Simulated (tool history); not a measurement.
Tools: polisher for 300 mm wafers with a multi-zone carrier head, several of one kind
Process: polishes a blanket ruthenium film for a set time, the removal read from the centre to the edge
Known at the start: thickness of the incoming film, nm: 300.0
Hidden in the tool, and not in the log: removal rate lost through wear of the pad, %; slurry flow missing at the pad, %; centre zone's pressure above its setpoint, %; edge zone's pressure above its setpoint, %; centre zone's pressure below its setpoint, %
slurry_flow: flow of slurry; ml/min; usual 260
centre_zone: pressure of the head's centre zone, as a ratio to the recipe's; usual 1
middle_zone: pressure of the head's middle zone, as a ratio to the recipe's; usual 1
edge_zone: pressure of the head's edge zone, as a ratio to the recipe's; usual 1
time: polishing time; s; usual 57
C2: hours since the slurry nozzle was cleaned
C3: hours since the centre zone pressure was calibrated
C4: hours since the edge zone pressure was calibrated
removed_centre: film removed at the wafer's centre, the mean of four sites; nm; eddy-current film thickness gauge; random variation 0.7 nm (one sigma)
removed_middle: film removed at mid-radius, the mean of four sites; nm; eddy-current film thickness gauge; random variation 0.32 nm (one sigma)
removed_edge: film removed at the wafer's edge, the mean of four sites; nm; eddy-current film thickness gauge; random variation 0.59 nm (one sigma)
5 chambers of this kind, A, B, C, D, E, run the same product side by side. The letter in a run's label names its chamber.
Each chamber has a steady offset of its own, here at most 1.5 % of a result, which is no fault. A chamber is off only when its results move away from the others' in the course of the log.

{"run": "1C", "hour": 3.5, "slurry_flow": 260, "centre_zone": 1, "middle_zone": 1, "edge_zone": 1, "time": 57, "wafers polished on this pad": 257, "C2": 96.6, "C3": 496, "C4": 585.6, "removed_centre": 52.203, "removed_middle": 52.583, "removed_edge": 52.231}
{"run": "2D", "hour": 6.5, "slurry_flow": 260, "centre_zone": 1, "middle_zone": 1, "edge_zone": 1, "time": 57, "wafers polished on this pad": 551, "C2": 421.2, "C3": 740.4, "C4": 335.6, "removed_centre": 53.014, "removed_middle": 52.357, "removed_edge": 51.407}
{"hour": 8.1, "done": "chamber D: worn pad replaced by a new one"}
{"run": "3B", "hour": 11.3, "slurry_flow": 260, "centre_zone": 1, "middle_zone": 1, "edge_zone": 1, "time": 57, "wafers polished on this pad": 843, "C2": 195.6, "C3": 764.4, "C4": 589.6, "removed_centre": 52.181, "removed_middle": 52.18, "removed_edge": 52.786}
{"run": "4A", "hour": 17.5, "slurry_flow": 260, "centre_zone": 1, "middle_zone": 1, "edge_zone": 1, "time": 57, "wafers polished on this pad": 401, "C2": 431.5, "C3": 287.3, "C4": 294.5, "removed_centre": 52.161, "removed_middle": 52.091, "removed_edge": 51.948}
{"run": "5E", "hour": 22.2, "slurry_flow": 340, "centre_zone": 1, "middle_zone": 1, "edge_zone": 1, "time": 57, "wafers polished on this pad": 1289, "C2": 351.7, "C3": 189.2, "C4": 351.9, "removed_centre": 54.317, "removed_middle": 54.042, "removed_edge": 52.875}
{"run": "6A", "hour": 27.7, "slurry_flow": 340, "centre_zone": 1, "middle_zone": 1, "edge_zone": 1, "time": 57, "wafers polished on this pad": 505, "C2": 441.7, "C3": 297.5, "C4": 304.7, "removed_centre": 53.074, "removed_middle": 53.781, "removed_edge": 52.785}
{"run": "7C", "hour": 32.3, "slurry_flow": 340, "centre_zone": 1, "middle_zone": 1, "edge_zone": 1, "time": 57, "wafers polished on this pad": 550, "C2": 125.4, "C3": 524.8, "C4": 614.4, "removed_centre": 53.446, "removed_middle": 54.139, "removed_edge": 54.067}
{"run": "8B", "hour": 39.3, "slurry_flow": 340, "centre_zone": 1, "middle_zone": 1, "edge_zone": 1, "time": 57, "wafers polished on this pad": 1129, "C2": 223.6, "C3": 792.4, "C4": 617.6, "removed_centre": 54.179, "removed_middle": 54.113, "removed_edge": 55.815}
{"run": "9D", "hour": 46.0, "slurry_flow": 340, "centre_zone": 1, "middle_zone": 1, "edge_zone": 1, "time": 57, "wafers polished on this pad": 386, "C2": 460.7, "C3": 779.9, "C4": 375.1, "removed_centre": 52.359, "removed_middle": 53.69, "removed_edge": 53.734}
{"hour": 50.4, "done": "chamber E: worn pad replaced by a new one"}
{"hour": 51.3, "done": "chamber B: worn pad replaced by a new one"}
{"run": "10E", "hour": 52.9, "slurry_flow": 260, "centre_zone": 1, "middle_zone": 1, "edge_zone": 1, "time": 57, "wafers polished on this pad": 26, "C2": 382.4, "C3": 219.9, "C4": 382.6, "removed_centre": 52.914, "removed_middle": 52.846, "removed_edge": 52.433}
{"run": "11E", "hour": 58.8, "slurry_flow": 260, "centre_zone": 1, "middle_zone": 1, "edge_zone": 1, "time": 57, "wafers polished on this pad": 86, "C2": 388.3, "C3": 225.8, "C4": 388.5, "removed_centre": 53.316, "removed_middle": 53.38, "removed_edge": 53.39}
{"run": "12D", "hour": 61.8, "slurry_flow": 260, "centre_zone": 1.05, "middle_zone": 1, "edge_zone": 1, "time": 68, "wafers polished on this pad": 547, "C2": 476.5, "C3": 795.7, "C4": 390.9, "removed_centre": 64.268, "removed_middle": 62.006, "removed_edge": 61.858}
{"run": "13B", "hour": 65.5, "slurry_flow": 260, "centre_zone": 1.05, "middle_zone": 1, "edge_zone": 1, "time": 68, "wafers polished on this pad": 145, "C2": 249.8, "C3": 818.6, "C4": 643.8, "removed_centre": 65.92, "removed_middle": 62.741, "removed_edge": 63.443}
{"hour": 66.3, "done": "chamber D: worn pad replaced by a new one"}
{"hour": 68.9, "done": "chamber C: worn pad replaced by a new one"}
{"run": "14C", "hour": 71.0, "slurry_flow": 260, "centre_zone": 1.05, "middle_zone": 1, "edge_zone": 1, "time": 68, "wafers polished on this pad": 21, "C2": 164.1, "C3": 563.5, "C4": 653.1, "removed_centre": 66.568, "removed_middle": 62.299, "removed_edge": 62.277}
{"run": "15A", "hour": 76.0, "slurry_flow": 260, "centre_zone": 1.05, "middle_zone": 1, "edge_zone": 1, "time": 68, "wafers polished on this pad": 997, "C2": 490, "C3": 345.8, "C4": 353, "removed_centre": 67.4, "removed_middle": 62.033, "removed_edge": 62.883}
{"run": "16D", "hour": 79.0, "slurry_flow": 260, "centre_zone": 1.05, "middle_zone": 1, "edge_zone": 1, "time": 68, "wafers polished on this pad": 130, "C2": 493.7, "C3": 812.9, "C4": 408.1, "removed_centre": 64.228, "removed_middle": 62.536, "removed_edge": 61.651}
{"hour": 82.2, "done": "chamber A: worn pad replaced by a new one"}
{"run": "17C", "hour": 82.3, "slurry_flow": 220, "centre_zone": 1, "middle_zone": 1, "edge_zone": 1, "time": 57, "wafers polished on this pad": 136, "C2": 175.4, "C3": 574.8, "C4": 664.4, "removed_centre": 51.728, "removed_middle": 50.837, "removed_edge": 52.691}
{"run": "18A", "hour": 89.1, "slurry_flow": 220, "centre_zone": 1, "middle_zone": 1, "edge_zone": 1, "time": 57, "wafers polished on this pad": 70, "C2": 503.1, "C3": 358.9, "C4": 366.1, "removed_centre": 54.171, "removed_middle": 50.952, "removed_edge": 50.212}
{"run": "19B", "hour": 92.9, "slurry_flow": 220, "centre_zone": 1, "middle_zone": 1, "edge_zone": 1, "time": 57, "wafers polished on this pad": 424, "C2": 277.2, "C3": 846, "C4": 671.2, "removed_centre": 50.024, "removed_middle": 52.058, "removed_edge": 51.838}
{"run": "20E", "hour": 99.5, "slurry_flow": 220, "centre_zone": 1, "middle_zone": 1, "edge_zone": 1, "time": 57, "wafers polished on this pad": 500, "C2": 429, "C3": 266.5, "C4": 429.2, "removed_centre": 51.79, "removed_middle": 51.498, "removed_edge": 51.846}
{"run": "21A", "hour": 102.9, "slurry_flow": 220, "centre_zone": 1, "middle_zone": 1, "edge_zone": 1, "time": 57, "wafers polished on this pad": 211, "C2": 516.9, "C3": 372.7, "C4": 379.9, "removed_centre": 53.408, "removed_middle": 51.169, "removed_edge": 50.834}
{"run": "22C", "hour": 107.1, "slurry_flow": 260, "centre_zone": 1, "middle_zone": 1, "edge_zone": 1, "time": 57, "wafers polished on this pad": 389, "C2": 200.2, "C3": 599.6, "C4": 689.2, "removed_centre": 52.366, "removed_middle": 52.618, "removed_edge": 53.567}
{"hour": 107.7, "done": "chamber D: centre zone pressure recalibrated"}
{"run": "23E", "hour": 112.6, "slurry_flow": 260, "centre_zone": 1, "middle_zone": 1, "edge_zone": 1, "time": 57, "wafers polished on this pad": 634, "C2": 442.1, "C3": 279.6, "C4": 442.3, "removed_centre": 51.635, "removed_middle": 52.637, "removed_edge": 52.064}
{"run": "24D", "hour": 116.9, "slurry_flow": 260, "centre_zone": 1, "middle_zone": 1, "edge_zone": 1, "time": 57, "wafers polished on this pad": 516, "C2": 531.6, "C3": 9.2, "C4": 446, "removed_centre": 50.988, "removed_middle": 51.985, "removed_edge": 51.528}
{"run": "25B", "hour": 123.5, "slurry_flow": 260, "centre_zone": 1, "middle_zone": 1, "edge_zone": 1, "time": 57, "wafers polished on this pad": 736, "C2": 307.8, "C3": 876.6, "C4": 701.8, "removed_centre": 52.065, "removed_middle": 52.786, "removed_edge": 52.325}
{"run": "26E", "hour": 126.9, "slurry_flow": 260, "centre_zone": 1, "middle_zone": 1, "edge_zone": 1, "time": 57, "wafers polished on this pad": 780, "C2": 456.4, "C3": 293.9, "C4": 456.6, "removed_centre": 52.15, "removed_middle": 52.407, "removed_edge": 52.311}
{"hour": 130.6, "done": "chamber D: worn pad replaced by a new one"}
{"run": "27C", "hour": 131.7, "slurry_flow": 260, "centre_zone": 1, "middle_zone": 1, "edge_zone": 1, "time": 57, "wafers polished on this pad": 640, "C2": 224.8, "C3": 624.2, "C4": 713.8, "removed_centre": 52.027, "removed_middle": 52.053, "removed_edge": 51.86}
{"run": "28A", "hour": 136.8, "slurry_flow": 260, "centre_zone": 1, "middle_zone": 1, "edge_zone": 0.96, "time": 57, "wafers polished on this pad": 556, "C2": 550.8, "C3": 406.6, "C4": 413.8, "removed_centre": 57.965, "removed_middle": 52.245, "removed_edge": 50.477}
{"run": "29D", "hour": 139.9, "slurry_flow": 260, "centre_zone": 1, "middle_zone": 1, "edge_zone": 0.96, "time": 57, "wafers polished on this pad": 94, "C2": 554.6, "C3": 32.2, "C4": 469, "removed_centre": 51.27, "removed_middle": 52.146, "removed_edge": 50.22}
{"run": "30B", "hour": 145.6, "slurry_flow": 260, "centre_zone": 1, "middle_zone": 1, "edge_zone": 0.96, "time": 57, "wafers polished on this pad": 961, "C2": 329.9, "C3": 898.7, "C4": 723.9, "removed_centre": 52.42, "removed_middle": 52.016, "removed_edge": 52.118}
{"run": "31A", "hour": 148.7, "slurry_flow": 260, "centre_zone": 1, "middle_zone": 1, "edge_zone": 0.96, "time": 57, "wafers polished on this pad": 677, "C2": 562.7, "C3": 418.5, "C4": 425.7, "removed_centre": 57.767, "removed_middle": 51.662, "removed_edge": 50.559}

Is one chamber off against the others, does the gauge drift, or is nothing wrong? If a chamber is off, say which, and what the likeliest cause is.

Chamber A drifts away from the others.
Cause: centre zone's pressure above its setpoint, % = 12.4.

Here are 4 candidates for chamber A's next run, each the usual settings with a change, their results left as question marks. Which one brings its results back in line with what the others give on the usual settings?
In line means no further than this from the other chambers' mean on the usual settings: removed_centre 2.5 nm; removed_middle 1.1 nm; removed_edge 2.1 nm
{"run": "32A-1", "hour": 153.6, "slurry_flow": 260, "centre_zone": 0.97, "middle_zone": 1, "edge_zone": 1.01, "time": 57, "removed_centre": "?", "removed_middle": "?", "removed_edge": "?"}
{"run": "32A-2", "hour": 153.6, "slurry_flow": 255, "centre_zone": 0.9, "middle_zone": 1.02, "edge_zone": 1.04, "time": 57, "removed_centre": "?", "removed_middle": "?", "removed_edge": "?"}
{"run": "32A-3", "hour": 153.6, "slurry_flow": 260, "centre_zone": 1.03, "middle_zone": 1, "edge_zone": 0.99, "time": 57, "removed_centre": "?", "removed_middle": "?", "removed_edge": "?"}
{"run": "32A-4", "hour": 153.6, "slurry_flow": 265, "centre_zone": 1.1, "middle_zone": 0.98, "edge_zone": 0.96, "time": 57, "removed_centre": "?", "removed_middle": "?", "removed_edge": "?"}

The other chambers' mean on the usual settings: removed_centre 52.113 nm; removed_middle 52.477 nm; removed_edge 52.215 nm
run=32A-1 removed_centre=56.19 removed_middle=52.136 removed_edge=51.962
run=32A-2 removed_centre=51.65 removed_middle=52.985 removed_edge=52.678
run=32A-3 removed_centre=59.976 removed_middle=52.118 removed_edge=51.414
run=32A-4 removed_centre=64.539 removed_middle=51.261 removed_edge=50.688
32A-2 brings the chamber back in line.

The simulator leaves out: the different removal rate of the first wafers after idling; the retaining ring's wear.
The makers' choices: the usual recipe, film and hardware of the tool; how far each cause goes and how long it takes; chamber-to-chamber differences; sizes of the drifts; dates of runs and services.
